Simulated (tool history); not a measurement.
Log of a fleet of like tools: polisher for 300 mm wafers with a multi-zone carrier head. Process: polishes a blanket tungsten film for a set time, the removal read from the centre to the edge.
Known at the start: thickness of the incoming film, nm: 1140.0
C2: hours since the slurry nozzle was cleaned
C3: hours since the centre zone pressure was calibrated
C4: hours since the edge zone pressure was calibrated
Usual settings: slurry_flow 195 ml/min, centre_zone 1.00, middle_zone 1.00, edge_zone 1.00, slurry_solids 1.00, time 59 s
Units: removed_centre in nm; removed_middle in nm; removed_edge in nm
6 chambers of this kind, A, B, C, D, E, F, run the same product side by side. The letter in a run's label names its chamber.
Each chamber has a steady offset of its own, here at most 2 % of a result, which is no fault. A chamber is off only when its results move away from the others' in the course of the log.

{"run": "1A", "hour": 7.2, "slurry_flow": 195, "centre_zone": 1.0, "middle_zone": 1.0, "edge_zone": 1.0, "slurry_solids": 1.0, "time": 59, "wafers polished on this pad": 1104, "C2": 76.7, "C3": 72.3, "C4": 494.1, "removed_centre": 275.51, "removed_middle": 277.53, "removed_edge": 278.33}
{"hour": 9.5, "done": "chamber E: slurry nozzle cleaned"}
{"run": "2F", "hour": 16.5, "slurry_flow": 195, "centre_zone": 1.0, "middle_zone": 1.0, "edge_zone": 1.0, "slurry_solids": 1.0, "time": 59, "wafers polished on this pad": 750, "C2": 587.2, "C3": 76.7, "C4": 487.9, "removed_centre": 275.46, "removed_middle": 278.97, "removed_edge": 271.97}
{"hour": 18.5, "done": "chamber B: worn pad replaced by a new one"}
{"run": "3E", "hour": 22.2, "slurry_flow": 195, "centre_zone": 1.0, "middle_zone": 1.0, "edge_zone": 1.0, "slurry_solids": 1.0, "time": 59, "wafers polished on this pad": 295, "C2": 12.7, "C3": 97.7, "C4": 1241.5, "removed_centre": 273.52, "removed_middle": 273.0, "removed_edge": 272.66}
{"hour": 27.1, "done": "chamber D: worn pad replaced by a new one"}
{"run": "4C", "hour": 30.1, "slurry_flow": 195, "centre_zone": 1.0, "middle_zone": 1.0, "edge_zone": 1.0, "slurry_solids": 1.0, "time": 59, "wafers polished on this pad": 476, "C2": 199.7, "C3": 686.9, "C4": 809.4, "removed_centre": 276.59, "removed_middle": 284.66, "removed_edge": 274.3}
{"hour": 31.0, "done": "chamber A: worn pad replaced by a new one"}
{"hour": 31.7, "done": "chamber D: edge zone pressure recalibrated"}
{"run": "5D", "hour": 36.4, "slurry_flow": 195, "centre_zone": 1.0, "middle_zone": 1.0, "edge_zone": 1.0, "slurry_solids": 1.0, "time": 59, "wafers polished on this pad": 110, "C2": 245.4, "C3": 826.9, "C4": 4.7, "removed_centre": 277.56, "removed_middle": 270.0, "removed_edge": 269.89}
{"run": "6B", "hour": 41.2, "slurry_flow": 195, "centre_zone": 1.0, "middle_zone": 1.0, "edge_zone": 1.0, "slurry_solids": 1.0, "time": 59, "wafers polished on this pad": 267, "C2": 145.9, "C3": 664.6, "C4": 645.9, "removed_centre": 274.82, "removed_middle": 270.98, "removed_edge": 269.59}
{"run": "7F", "hour": 49.2, "slurry_flow": 195, "centre_zone": 1.0, "middle_zone": 1.0, "edge_zone": 1.0, "slurry_solids": 1.0, "time": 59, "wafers polished on this pad": 1135, "C2": 619.9, "C3": 109.4, "C4": 520.6, "removed_centre": 273.82, "removed_middle": 274.1, "removed_edge": 271.65}
{"run": "8E", "hour": 57.7, "slurry_flow": 195, "centre_zone": 1.0, "middle_zone": 1.0, "edge_zone": 1.0, "slurry_solids": 1.0, "time": 59, "wafers polished on this pad": 713, "C2": 48.2, "C3": 133.2, "C4": 1277.0, "removed_centre": 274.97, "removed_middle": 271.22, "removed_edge": 274.5}
{"run": "9B", "hour": 66.4, "slurry_flow": 195, "centre_zone": 0.96, "middle_zone": 1.0, "edge_zone": 1.0, "slurry_solids": 1.0, "time": 59, "wafers polished on this pad": 564, "C2": 171.1, "C3": 689.8, "C4": 671.1, "removed_centre": 259.99, "removed_middle": 274.19, "removed_edge": 280.64}
{"hour": 69.0, "done": "chamber D: slurry nozzle cleaned"}
{"run": "10D", "hour": 75.2, "slurry_flow": 195, "centre_zone": 0.96, "middle_zone": 1.0, "edge_zone": 1.0, "slurry_solids": 1.0, "time": 59, "wafers polished on this pad": 566, "C2": 6.2, "C3": 865.7, "C4": 43.5, "removed_centre": 261.97, "removed_middle": 278.51, "removed_edge": 277.34}
{"hour": 77.7, "done": "chamber C: edge zone pressure recalibrated"}
{"run": "11C", "hour": 83.2, "slurry_flow": 195, "centre_zone": 0.96, "middle_zone": 1.0, "edge_zone": 1.0, "slurry_solids": 1.0, "time": 59, "wafers polished on this pad": 1101, "C2": 252.8, "C3": 740.0, "C4": 5.5, "removed_centre": 264.62, "removed_middle": 280.77, "removed_edge": 270.54}
{"hour": 85.1, "done": "chamber D: worn pad replaced by a new one"}
{"run": "12A", "hour": 91.6, "slurry_flow": 195, "centre_zone": 0.96, "middle_zone": 1.0, "edge_zone": 1.0, "slurry_solids": 1.0, "time": 59, "wafers polished on this pad": 714, "C2": 161.1, "C3": 156.7, "C4": 578.5, "removed_centre": 265.52, "removed_middle": 269.36, "removed_edge": 271.98}
{"hour": 93.9, "done": "chamber E: edge zone pressure recalibrated"}
{"hour": 98.4, "done": "chamber C: worn pad replaced by a new one"}
{"run": "13D", "hour": 100.2, "slurry_flow": 195, "centre_zone": 0.96, "middle_zone": 1.0, "edge_zone": 1.0, "slurry_solids": 1.0, "time": 59, "wafers polished on this pad": 178, "C2": 31.2, "C3": 890.7, "C4": 68.5, "removed_centre": 266.39, "removed_middle": 281.89, "removed_edge": 273.72}
{"run": "14E", "hour": 105.7, "slurry_flow": 195, "centre_zone": 0.96, "middle_zone": 1.0, "edge_zone": 1.0, "slurry_solids": 1.0, "time": 59, "wafers polished on this pad": 1278, "C2": 96.2, "C3": 181.2, "C4": 11.8, "removed_centre": 262.64, "removed_middle": 264.71, "removed_edge": 275.41}
{"hour": 107.2, "done": "chamber A: slurry nozzle cleaned"}
{"run": "15C", "hour": 109.9, "slurry_flow": 195, "centre_zone": 1.0, "middle_zone": 1.0, "edge_zone": 1.0, "slurry_solids": 0.75, "time": 59, "wafers polished on this pad": 135, "C2": 279.5, "C3": 766.7, "C4": 32.2, "removed_centre": 258.46, "removed_middle": 262.08, "removed_edge": 261.61}
{"hour": 111.7, "done": "chamber B: slurry nozzle cleaned"}
{"run": "16F", "hour": 117.2, "slurry_flow": 195, "centre_zone": 1.0, "middle_zone": 1.0, "edge_zone": 1.0, "slurry_solids": 0.75, "time": 59, "wafers polished on this pad": 1935, "C2": 687.9, "C3": 177.4, "C4": 588.6, "removed_centre": 257.08, "removed_middle": 259.16, "removed_edge": 254.16}
{"run": "17A", "hour": 124.2, "slurry_flow": 195, "centre_zone": 1.0, "middle_zone": 1.0, "edge_zone": 1.0, "slurry_solids": 0.75, "time": 59, "wafers polished on this pad": 1098, "C2": 17.0, "C3": 189.3, "C4": 611.1, "removed_centre": 257.99, "removed_middle": 263.5, "removed_edge": 257.5}
{"hour": 130.8, "done": "chamber E: worn pad replaced by a new one"}
{"run": "18B", "hour": 133.4, "slurry_flow": 195, "centre_zone": 1.0, "middle_zone": 1.0, "edge_zone": 1.0, "slurry_solids": 0.75, "time": 59, "wafers polished on this pad": 1353, "C2": 21.8, "C3": 756.8, "C4": 738.1, "removed_centre": 256.12, "removed_middle": 264.79, "removed_edge": 261.56}
{"run": "19D", "hour": 139.9, "slurry_flow": 195, "centre_zone": 1.0, "middle_zone": 1.0, "edge_zone": 1.0, "slurry_solids": 0.75, "time": 59, "wafers polished on this pad": 646, "C2": 70.9, "C3": 930.4, "C4": 108.2, "removed_centre": 258.28, "removed_middle": 258.59, "removed_edge": 256.19}
{"hour": 145.7, "done": "chamber D: worn pad replaced by a new one"}
{"run": "20F", "hour": 146.8, "slurry_flow": 195, "centre_zone": 1.0, "middle_zone": 1.0, "edge_zone": 1.0, "slurry_solids": 0.75, "time": 59, "wafers polished on this pad": 2284, "C2": 717.5, "C3": 207.0, "C4": 618.2, "removed_centre": 255.78, "removed_middle": 265.82, "removed_edge": 252.64}
{"hour": 148.9, "done": "chamber A: worn pad replaced by a new one"}
{"hour": 149.7, "done": "chamber B: worn pad replaced by a new one"}
{"run": "21B", "hour": 153.6, "slurry_flow": 195, "centre_zone": 1.0, "middle_zone": 1.0, "edge_zone": 1.0, "slurry_solids": 1.0, "time": 59, "wafers polished on this pad": 46, "C2": 42.0, "C3": 777.0, "C4": 758.3, "removed_centre": 274.19, "removed_middle": 273.48, "removed_edge": 282.74}
{"run": "22A", "hour": 160.6, "slurry_flow": 195, "centre_zone": 1.0, "middle_zone": 1.0, "edge_zone": 1.0, "slurry_solids": 1.0, "time": 59, "wafers polished on this pad": 138, "C2": 53.4, "C3": 225.7, "C4": 647.5, "removed_centre": 275.86, "removed_middle": 279.13, "removed_edge": 275.44}
{"run": "23E", "hour": 168.0, "slurry_flow": 195, "centre_zone": 1.0, "middle_zone": 1.0, "edge_zone": 1.0, "slurry_solids": 1.0, "time": 59, "wafers polished on this pad": 438, "C2": 158.5, "C3": 243.5, "C4": 74.1, "removed_centre": 275.48, "removed_middle": 268.0, "removed_edge": 271.01}
{"run": "24C", "hour": 173.8, "slurry_flow": 195, "centre_zone": 1.0, "middle_zone": 1.0, "edge_zone": 1.0, "slurry_solids": 1.0, "time": 59, "wafers polished on this pad": 887, "C2": 343.4, "C3": 830.6, "C4": 96.1, "removed_centre": 273.48, "removed_middle": 277.85, "removed_edge": 274.29}
{"run": "25E", "hour": 183.1, "slurry_flow": 195, "centre_zone": 1.0, "middle_zone": 1.0, "edge_zone": 1.0, "slurry_solids": 1.0, "time": 59, "wafers polished on this pad": 616, "C2": 173.6, "C3": 258.6, "C4": 89.2, "removed_centre": 275.27, "removed_middle": 267.3, "removed_edge": 273.79}
{"run": "26B", "hour": 190.7, "slurry_flow": 195, "centre_zone": 1.0, "middle_zone": 1.0, "edge_zone": 1.0, "slurry_solids": 1.0, "time": 59, "wafers polished on this pad": 483, "C2": 79.1, "C3": 814.1, "C4": 795.4, "removed_centre": 273.2, "removed_middle": 268.95, "removed_edge": 281.52}
{"run": "27F", "hour": 198.3, "slurry_flow": 195, "centre_zone": 1.0, "middle_zone": 1.0, "edge_zone": 1.0, "slurry_solids": 1.0, "time": 59, "wafers polished on this pad": 2890, "C2": 769.0, "C3": 258.5, "C4": 669.7, "removed_centre": 270.41, "removed_middle": 277.12, "removed_edge": 264.8}
{"hour": 204.2, "done": "chamber D: worn pad replaced by a new one"}
{"run": "28C", "hour": 207.9, "slurry_flow": 195, "centre_zone": 1.0, "middle_zone": 1.0, "edge_zone": 1.0, "slurry_solids": 1.0, "time": 59, "wafers polished on this pad": 1289, "C2": 377.5, "C3": 864.7, "C4": 130.2, "removed_centre": 276.14, "removed_middle": 277.96, "removed_edge": 275.5}
{"run": "29D", "hour": 215.3, "slurry_flow": 195, "centre_zone": 1.0, "middle_zone": 1.0, "edge_zone": 1.0, "slurry_solids": 1.0, "time": 59, "wafers polished on this pad": 131, "C2": 146.3, "C3": 1005.8, "C4": 183.6, "removed_centre": 278.77, "removed_middle": 275.93, "removed_edge": 270.08}
{"run": "30A", "hour": 220.7, "slurry_flow": 195, "centre_zone": 1.0, "middle_zone": 1.0, "edge_zone": 0.89, "slurry_solids": 0.9, "time": 59, "wafers polished on this pad": 845, "C2": 113.5, "C3": 285.8, "C4": 707.6, "removed_centre": 269.84, "removed_middle": 267.79, "removed_edge": 251.86}
{"run": "31C", "hour": 229.5, "slurry_flow": 195, "centre_zone": 1.0, "middle_zone": 1.0, "edge_zone": 0.89, "slurry_solids": 0.9, "time": 59, "wafers polished on this pad": 1543, "C2": 399.1, "C3": 886.3, "C4": 151.8, "removed_centre": 268.24, "removed_middle": 272.26, "removed_edge": 252.35}
{"hour": 236.0, "done": "chamber E: worn pad replaced by a new one"}
{"run": "32A", "hour": 239.1, "slurry_flow": 195, "centre_zone": 1.0, "middle_zone": 1.0, "edge_zone": 0.89, "slurry_solids": 0.9, "time": 59, "wafers polished on this pad": 1062, "C2": 131.9, "C3": 304.2, "C4": 726.0, "removed_centre": 270.74, "removed_middle": 272.6, "removed_edge": 259.22}
{"run": "33E", "hour": 248.0, "slurry_flow": 195, "centre_zone": 1.0, "middle_zone": 1.0, "edge_zone": 0.89, "slurry_solids": 0.9, "time": 59, "wafers polished on this pad": 142, "C2": 238.5, "C3": 323.5, "C4": 154.1, "removed_centre": 265.74, "removed_middle": 265.02, "removed_edge": 249.63}
{"run": "34F", "hour": 253.4, "slurry_flow": 195, "centre_zone": 1.0, "middle_zone": 1.0, "edge_zone": 0.89, "slurry_solids": 0.9, "time": 59, "wafers polished on this pad": 3539, "C2": 824.1, "C3": 313.6, "C4": 724.8, "removed_centre": 261.24, "removed_middle": 258.82, "removed_edge": 244.66}
{"run": "35B", "hour": 261.4, "slurry_flow": 195, "centre_zone": 1.0, "middle_zone": 1.0, "edge_zone": 0.89, "slurry_solids": 0.9, "time": 59, "wafers polished on this pad": 1315, "C2": 149.8, "C3": 884.8, "C4": 866.1, "removed_centre": 266.38, "removed_middle": 269.52, "removed_edge": 250.9}
{"run": "36D", "hour": 267.7, "slurry_flow": 195, "centre_zone": 1.0, "middle_zone": 1.06, "edge_zone": 1.0, "slurry_solids": 1.0, "time": 59, "wafers polished on this pad": 748, "C2": 198.7, "C3": 1058.2, "C4": 236.0, "removed_centre": 273.58, "removed_middle": 290.33, "removed_edge": 274.26}
{"hour": 273.1, "done": "chamber F: slurry nozzle cleaned"}
{"run": "37E", "hour": 274.9, "slurry_flow": 195, "centre_zone": 1.0, "middle_zone": 1.06, "edge_zone": 1.0, "slurry_solids": 1.0, "time": 59, "wafers polished on this pad": 458, "C2": 265.4, "C3": 350.4, "C4": 181.0, "removed_centre": 279.04, "removed_middle": 274.57, "removed_edge": 272.13}
{"hour": 280.6, "done": "chamber B: worn pad replaced by a new one"}
{"run": "38B", "hour": 283.1, "slurry_flow": 195, "centre_zone": 1.0, "middle_zone": 1.06, "edge_zone": 1.0, "slurry_solids": 1.0, "time": 59, "wafers polished on this pad": 30, "C2": 171.5, "C3": 906.5, "C4": 887.8, "removed_centre": 274.81, "removed_middle": 285.66, "removed_edge": 272.65}
{"run": "39F", "hour": 290.5, "slurry_flow": 195, "centre_zone": 1.0, "middle_zone": 1.06, "edge_zone": 1.0, "slurry_solids": 1.0, "time": 59, "wafers polished on this pad": 3975, "C2": 17.5, "C3": 350.7, "C4": 761.9, "removed_centre": 261.77, "removed_middle": 282.37, "removed_edge": 261.96}

All 6 chambers run these settings next. Forecast each chamber's results:
{"run": "40A", "hour": 297.5, "slurry_flow": 195, "centre_zone": 1.0, "middle_zone": 1.0, "edge_zone": 1.0, "slurry_solids": 1.0, "time": 59, "removed_centre": "?", "removed_middle": "?", "removed_edge": "?"}
{"run": "40B", "hour": 297.5, "slurry_flow": 195, "centre_zone": 1.0, "middle_zone": 1.0, "edge_zone": 1.0, "slurry_solids": 1.0, "time": 59, "removed_centre": "?", "removed_middle": "?", "removed_edge": "?"}
{"run": "40C", "hour": 297.5, "slurry_flow": 195, "centre_zone": 1.0, "middle_zone": 1.0, "edge_zone": 1.0, "slurry_solids": 1.0, "time": 59, "removed_centre": "?", "removed_middle": "?", "removed_edge": "?"}
{"run": "40D", "hour": 297.5, "slurry_flow": 195, "centre_zone": 1.0, "middle_zone": 1.0, "edge_zone": 1.0, "slurry_solids": 1.0, "time": 59, "removed_centre": "?", "removed_middle": "?", "removed_edge": "?"}
{"run": "40E", "hour": 297.5, "slurry_flow": 195, "centre_zone": 1.0, "middle_zone": 1.0, "edge_zone": 1.0, "slurry_solids": 1.0, "time": 59, "removed_centre": "?", "removed_middle": "?", "removed_edge": "?"}
{"run": "40F", "hour": 297.5, "slurry_flow": 195, "centre_zone": 1.0, "middle_zone": 1.0, "edge_zone": 1.0, "slurry_solids": 1.0, "time": 59, "removed_centre": "?", "removed_middle": "?", "removed_edge": "?"}

run=40A removed_centre=276.46 removed_middle=279.18 removed_edge=278.02
run=40B removed_centre=272.90 removed_middle=276.39 removed_edge=274.67
run=40C removed_centre=274.20 removed_middle=279.25 removed_edge=277.94
run=40D removed_centre=274.95 removed_middle=273.73 removed_edge=268.69
run=40E removed_centre=272.82 removed_middle=266.48 removed_edge=271.18
run=40F removed_centre=260.40 removed_middle=260.98 removed_edge=262.64
